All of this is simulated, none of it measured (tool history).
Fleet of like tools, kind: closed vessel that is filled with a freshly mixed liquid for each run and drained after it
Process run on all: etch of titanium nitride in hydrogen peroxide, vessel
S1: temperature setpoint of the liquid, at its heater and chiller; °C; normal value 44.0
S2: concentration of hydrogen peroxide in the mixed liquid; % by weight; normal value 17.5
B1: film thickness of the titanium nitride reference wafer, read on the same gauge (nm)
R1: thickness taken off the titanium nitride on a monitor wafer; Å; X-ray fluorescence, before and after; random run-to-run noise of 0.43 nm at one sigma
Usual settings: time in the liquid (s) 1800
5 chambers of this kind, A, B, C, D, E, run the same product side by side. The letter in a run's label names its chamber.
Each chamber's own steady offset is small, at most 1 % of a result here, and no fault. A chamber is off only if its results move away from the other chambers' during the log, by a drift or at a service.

At hour 3.3: chamber E: new drum of peroxide connected.
Run 1E, hour 6.6: usual settings; B1 130.02. Result: R1 554.29 Å.
Run 2C, hour 15.5: usual settings; B1 129.99. Result: R1 572.82 Å.
Run 3A, hour 23.8: usual settings; B1 130.01. Result: R1 557.99 Å.
Run 4D, hour 35.5: usual settings; B1 129.99. Result: R1 561.62 Å.
At hour 43.2: chamber C: new drum of peroxide connected.
Run 5B, hour 47.0: usual settings; B1 129.99. Result: R1 568.74 Å.
Run 6A, hour 56.2: usual settings; B1 130.01. Result: R1 567.08 Å.
Run 7C, hour 62.4: usual settings; B1 129.99. Result: R1 559.94 Å.
Run 8D, hour 70.2: usual settings but S1 37.0 °C, time in the liquid (s) 1145; B1 130.01. Result: R1 211.21 Å.
At hour 80.7: chamber A: thermometer replaced.
Run 9E, hour 81.8: usual settings but S1 37.0 °C, time in the liquid (s) 1145; B1 130.02. Result: R1 207.56 Å.
Run 10B, hour 89.8: usual settings but S1 37.0 °C, time in the liquid (s) 1145; B1 130.00. Result: R1 207.23 Å.
Run 11A, hour 96.9: usual settings but S1 37.0 °C, time in the liquid (s) 1145; B1 130.00. Result: R1 208.60 Å.
Run 12B, hour 106.2: usual settings but S1 37.0 °C, time in the liquid (s) 1145; B1 129.99. Result: R1 207.98 Å.
At hour 109.5: chamber A: new drum of peroxide connected.
Run 13E, hour 112.0: usual settings; B1 129.99. Result: R1 562.58 Å.
Run 14C, hour 118.5: usual settings; B1 130.03. Result: R1 558.65 Å.
Run 15D, hour 126.3: usual settings; B1 130.00. Result: R1 561.92 Å.
Run 16A, hour 135.0: usual settings; B1 130.01. Result: R1 561.64 Å.
Run 17C, hour 140.7: usual settings; B1 130.01. Result: R1 566.55 Å.
Run 18D, hour 152.1: usual settings but S2 12.5 % by weight; B1 130.01. Result: R1 532.53 Å.
Run 19B, hour 159.7: usual settings but S2 12.5 % by weight; B1 130.00. Result: R1 538.24 Å.
Run 20E, hour 167.5: usual settings but S2 12.5 % by weight; B1 129.99. Result: R1 526.43 Å.
Run 21D, hour 172.8: usual settings but S2 12.5 % by weight; B1 129.98. Result: R1 517.20 Å.
Run 22B, hour 180.1: usual settings but S2 12.5 % by weight; B1 130.00. Result: R1 533.72 Å.
At hour 180.9: chamber E: thermometer replaced.
Run 23A, hour 188.2: usual settings; B1 129.98. Result: R1 560.10 Å.
Run 24E, hour 193.6: usual settings; B1 130.00. Result: R1 554.22 Å.
Run 25C, hour 204.3: usual settings; B1 130.00. Result: R1 584.09 Å.
Run 26D, hour 212.0: usual settings; B1 130.01. Result: R1 564.77 Å.
Run 27A, hour 217.5: usual settings but time in the liquid (s) 2560; B1 129.99. Result: R1 794.85 Å.
Run 28E, hour 227.1: usual settings but time in the liquid (s) 2560; B1 129.97. Result: R1 793.42 Å.
Run 29C, hour 234.8: usual settings but time in the liquid (s) 2560; B1 130.00. Result: R1 852.04 Å.
At hour 236.2: chamber A: peroxide flow meter replaced.
Run 30B, hour 244.0: usual settings but time in the liquid (s) 2560; B1 130.00. Result: R1 804.52 Å.
Run 31B, hour 251.4: usual settings but time in the liquid (s) 2560; B1 130.02. Result: R1 818.25 Å.
Run 32A, hour 262.0: usual settings but S1 47.5 °C; B1 130.00. Result: R1 729.95 Å.
Run 33E, hour 271.6: usual settings but S1 47.5 °C; B1 129.99. Result: R1 724.25 Å.
Run 34C, hour 279.4: usual settings but S1 47.5 °C; B1 130.01. Result: R1 791.38 Å.
Run 35D, hour 291.2: usual settings but S1 47.5 °C; B1 129.99. Result: R1 728.82 Å.

What goes on in this fleet: one chamber off, a drifting gauge, or nothing beyond the chambers' own small offsets? Name the chamber and the cause, if any.

It is chamber C that slowly wanders off from its peers.
Most likely cause: liquid hotter than its thermometer reads (K) = 1.45.

Which of the 4 candidates below, each the usual settings with something changed and its results left as question marks, puts chamber C back in line with what the other chambers give on the usual settings?
Counts as in line when no further than this from what the other chambers average on the usual settings: R1 15.00 Å
Run 36C-1, hour 299.6: usual settings but S1 45.5 °C. Result: R1 ?.
Run 36C-2, hour 299.6: usual settings but time in the liquid (s) 1620. Result: R1 ?.
Run 36C-3, hour 299.6: usual settings but time in the liquid (s) 2215. Result: R1 ?.
Run 36C-4, hour 299.6: usual settings but time in the liquid (s) 1465. Result: R1 ?.

Other chambers, usual settings, mean: R1 563.97 Å
  run      R1
36C-1  695.63
36C-2  560.74
36C-3  766.69
36C-4  507.09
36C-2 is the one that brings the chamber's results back in line with the other chambers.
